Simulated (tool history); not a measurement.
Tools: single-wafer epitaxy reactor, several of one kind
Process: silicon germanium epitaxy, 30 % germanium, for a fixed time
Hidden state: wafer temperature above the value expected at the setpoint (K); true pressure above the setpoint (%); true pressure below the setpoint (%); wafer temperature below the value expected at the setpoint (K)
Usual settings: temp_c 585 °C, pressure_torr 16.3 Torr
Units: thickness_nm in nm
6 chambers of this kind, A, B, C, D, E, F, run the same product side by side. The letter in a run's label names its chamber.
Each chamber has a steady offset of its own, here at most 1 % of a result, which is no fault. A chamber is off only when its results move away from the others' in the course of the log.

| run | hour | temp_c | pressure_torr | hours since the last pyrometer calibration | hours since the last manometer calibration | read-back reference wafer on the same gauge, thickness_nm | thickness_nm |
|---|---|---|---|---|---|---|---|
| 1F | 7.9 | 585 | 16.3 | 839.1 | 1770.1 | 38.302 | 41.543 |
| 2D | 18 | 585 | 16.3 | 1779.5 | 449.2 | 38.288 | 40.951 |
| 3A | 24.8 | 585 | 16.3 | 257.2 | 1231.1 | 38.287 | 40.961 |
| 4E | 30.7 | 585 | 16.3 | 1046.7 | 597.4 | 38.298 | 41.188 |
| 5C | 40.7 | 585 | 16.3 | 255.1 | 471.6 | 38.289 | 41.071 |
| 6B | 47 | 590 | 16.3 | 540.2 | 116.7 | 38.285 | 45.203 |
| 7F | 54.4 | 590 | 16.3 | 885.6 | 1816.6 | 38.311 | 45.428 |
| 8E | 65.4 | 590 | 16.3 | 1081.4 | 632.1 | 38.29 | 45.109 |
| 9C | 77.8 | 590 | 16.3 | 292.2 | 508.7 | 38.283 | 45.127 |
| 10B | 87.7 | 590 | 16.3 | 580.9 | 157.4 | 38.292 | 45.172 |
| 11D | 98.4 | 590 | 16.3 | 1859.9 | 529.6 | 38.295 | 45.295 |
| 12A | 105.9 | 585 | 16.3 | 338.3 | 1312.2 | 38.3 | 40.844 |
| 13B | 118.2 | 585 | 16.3 | 611.4 | 187.9 | 38.289 | 41.323 |
| 14C | 127.7 | 585 | 16.3 | 342.1 | 558.6 | 38.279 | 41.009 |
| 15F | 137.7 | 585 | 16.3 | 968.9 | 1899.9 | 38.3 | 41.424 |
|  | 143 | chamber E: pyrometer calibrated |
| 16A | 147.1 | 585 | 16.3 | 379.5 | 1353.4 | 38.299 | 40.791 |
| 17D | 154.3 | 585 | 16.3 | 1915.8 | 585.5 | 38.287 | 41.252 |
| 18E | 162 | 585 | 16.3 | 19 | 728.7 | 38.302 | 41.878 |
| 19D | 174.4 | 585 | 16.3 | 1935.9 | 605.6 | 38.293 | 41.231 |
| 20F | 186.9 | 585 | 16.3 | 1018.1 | 1949.1 | 38.278 | 41.588 |
| 21E | 198.2 | 585 | 16.3 | 55.2 | 764.9 | 38.29 | 41.929 |
| 22B | 204.6 | 585 | 16.3 | 697.8 | 274.3 | 38.301 | 41.206 |
| 23A | 213 | 585 | 16.3 | 445.4 | 1419.3 | 38.299 | 40.974 |
| 24C | 223.7 | 585 | 16.3 | 438.1 | 654.6 | 38.311 | 41.134 |
| 25B | 230.2 | 585 | 16.3 | 723.4 | 299.9 | 38.311 | 41.12 |
| 26A | 238.1 | 585 | 16.3 | 470.5 | 1444.4 | 38.314 | 41.013 |
| 27E | 245.8 | 585 | 16.3 | 102.8 | 812.5 | 38.297 | 42.086 |
| 28D | 254.6 | 571 | 13.2 | 2016.1 | 685.8 | 38.288 | 28.784 |
| 29C | 264.2 | 571 | 13.2 | 478.6 | 695.1 | 38.283 | 29.027 |
| 30F | 270.1 | 571 | 13.2 | 1101.3 | 2032.3 | 38.322 | 29.297 |
| 31A | 278 | 571 | 13.2 | 510.4 | 1484.3 | 38.32 | 28.864 |
| 32B | 290 | 571 | 13.2 | 783.2 | 359.7 | 38.304 | 28.989 |
| 33E | 296.8 | 571 | 13.2 | 153.8 | 863.5 | 38.321 | 29.406 |
| 34D | 308 | 585 | 16.3 | 2069.5 | 739.2 | 38.312 | 41.148 |
| 35C | 316.2 | 585 | 16.3 | 530.6 | 747.1 | 38.292 | 41.127 |
| 36F | 323.9 | 585 | 16.3 | 1155.1 | 2086.1 | 38.295 | 41.341 |
| 37C | 334.2 | 585 | 16.3 | 548.6 | 765.1 | 38.302 | 41.052 |
| 38D | 342.2 | 585 | 16.3 | 2103.7 | 773.4 | 38.293 | 41.153 |
| 39A | 350.3 | 585 | 16.3 | 582.7 | 1556.6 | 38.301 | 41.012 |
| 40B | 357.7 | 577 | 16.3 | 850.9 | 427.4 | 38.285 | 35.329 |
| 41F | 363.4 | 577 | 16.3 | 1194.6 | 2125.6 | 38.302 | 35.697 |
| 42E | 370 | 577 | 16.3 | 227 | 936.7 | 38.322 | 36.022 |

All 6 chambers run these settings next. Forecast each chamber's results:
| 43A | 378.9 | 585 | 16.3 |  |  |  | ? |
| 43B | 378.9 | 585 | 16.3 |  |  |  | ? |
| 43C | 378.9 | 585 | 16.3 |  |  |  | ? |
| 43D | 378.9 | 585 | 16.3 |  |  |  | ? |
| 43E | 378.9 | 585 | 16.3 |  |  |  | ? |
| 43F | 378.9 | 585 | 16.3 |  |  |  | ? |

| run | thickness_nm |
|---|---|
| 43A | 40.958 |
| 43B | 41.075 |
| 43C | 41.125 |
| 43D | 41.13 |
| 43E | 42.012 |
| 43F | 41.507 |
